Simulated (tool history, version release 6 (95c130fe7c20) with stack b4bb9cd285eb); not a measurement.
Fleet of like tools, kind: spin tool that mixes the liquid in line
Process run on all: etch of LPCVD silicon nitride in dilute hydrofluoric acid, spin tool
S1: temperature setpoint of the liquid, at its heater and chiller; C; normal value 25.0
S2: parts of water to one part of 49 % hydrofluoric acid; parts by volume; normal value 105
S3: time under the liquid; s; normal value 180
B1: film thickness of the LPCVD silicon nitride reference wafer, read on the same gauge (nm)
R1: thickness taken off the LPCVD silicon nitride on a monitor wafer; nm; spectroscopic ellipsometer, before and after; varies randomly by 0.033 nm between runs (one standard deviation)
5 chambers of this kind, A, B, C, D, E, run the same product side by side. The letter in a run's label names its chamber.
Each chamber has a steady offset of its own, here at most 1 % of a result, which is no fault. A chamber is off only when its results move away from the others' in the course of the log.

Run 1C, hour 12.4: usual settings; B1 120.01. Result: R1 1.03370 nm.
Run 2B, hour 20.7: usual settings; B1 120.02. Result: R1 1.02630 nm.
Run 3A, hour 28.0: usual settings; B1 120.00. Result: R1 1.03160 nm.
Run 4E, hour 34.0: usual settings; B1 120.01. Result: R1 1.01500 nm.
Run 5D, hour 40.0: usual settings; B1 119.99. Result: R1 1.04200 nm.
Run 6E, hour 52.9: usual settings but S1 28.5 C; B1 120.00. Result: R1 1.27920 nm.
Run 7C, hour 59.3: usual settings but S1 28.5 C; B1 120.04. Result: R1 1.26110 nm.
Run 8D, hour 71.4: usual settings but S1 28.5 C; B1 120.01. Result: R1 1.23910 nm.
Run 9A, hour 82.2: usual settings but S1 28.5 C; B1 120.02. Result: R1 1.22990 nm.
Run 10B, hour 90.0: usual settings but S1 28.5 C; B1 120.06. Result: R1 1.25410 nm.
Run 11B, hour 98.1: usual settings; B1 120.04. Result: R1 0.97769 nm.
Run 12E, hour 107.9: usual settings; B1 120.00. Result: R1 0.98589 nm.
Run 13C, hour 118.0: usual settings; B1 120.02. Result: R1 1.05040 nm.
Run 14A, hour 129.8: usual settings; B1 119.98. Result: R1 1.00370 nm.
Run 15D, hour 142.1: usual settings; B1 120.01. Result: R1 1.00960 nm.
Run 16D, hour 152.5: usual settings; B1 120.01. Result: R1 0.99332 nm.
Run 17B, hour 162.9: usual settings; B1 120.00. Result: R1 0.98785 nm.
Run 18A, hour 176.3: usual settings; B1 120.03. Result: R1 1.07150 nm.
Run 19E, hour 187.2: usual settings; B1 120.04. Result: R1 0.97335 nm.
At hour 193.2: chamber C: hydrofluoric acid flow meter replaced.
Run 20C, hour 199.2: usual settings; B1 119.99. Result: R1 1.00340 nm.
Run 21B, hour 207.8: usual settings but S1 30.0 C; B1 119.97. Result: R1 1.45020 nm.
Run 22E, hour 216.5: usual settings but S1 30.0 C; B1 120.04. Result: R1 1.38350 nm.
Run 23C, hour 228.6: usual settings but S1 30.0 C; B1 119.99. Result: R1 1.40140 nm.
Run 24D, hour 234.6: usual settings but S1 30.0 C; B1 120.03. Result: R1 1.40820 nm.
Run 25A, hour 248.2: usual settings but S1 30.0 C; B1 120.00. Result: R1 1.30310 nm.
Run 26E, hour 261.4: usual settings; B1 119.99. Result: R1 1.00950 nm.
Run 27A, hour 267.9: usual settings; B1 119.98. Result: R1 1.04530 nm.
At hour 273.4: chamber A: thermometer replaced.
Run 28D, hour 278.0: usual settings; B1 120.01. Result: R1 0.99931 nm.
Run 29B, hour 291.5: usual settings; B1 119.96. Result: R1 1.00350 nm.
Run 30C, hour 297.6: usual settings; B1 119.98. Result: R1 0.98043 nm.
At hour 308.9: chamber C: thermometer replaced.
Run 31D, hour 309.0: usual settings; B1 120.00. Result: R1 1.02600 nm.
Run 32C, hour 321.4: usual settings; B1 120.02. Result: R1 0.99732 nm.
Run 33E, hour 332.5: usual settings; B1 120.01. Result: R1 0.96673 nm.
Run 34B, hour 346.1: usual settings; B1 120.01. Result: R1 1.03960 nm.
Run 35A, hour 357.2: usual settings but S1 23.5 C; B1 119.99. Result: R1 0.95992 nm.
Run 36E, hour 367.0: usual settings but S1 23.5 C; B1 120.00. Result: R1 0.89876 nm.
Run 37C, hour 379.6: usual settings but S1 23.5 C; B1 119.98. Result: R1 0.89628 nm.
Run 38B, hour 387.7: usual settings but S1 23.5 C; B1 120.01. Result: R1 0.92670 nm.

All 5 chambers run these settings next. Forecast each chamber's results:
Run 39A, hour 397.6: usual settings. Result: R1 ?.
Run 39B, hour 397.6: usual settings. Result: R1 ?.
Run 39C, hour 397.6: usual settings. Result: R1 ?.
Run 39D, hour 397.6: usual settings. Result: R1 ?.
Run 39E, hour 397.6: usual settings. Result: R1 ?.

run       R1
39A  1.00500
39B  0.99191
39C  1.03050
39D  1.05660
39E  1.04820
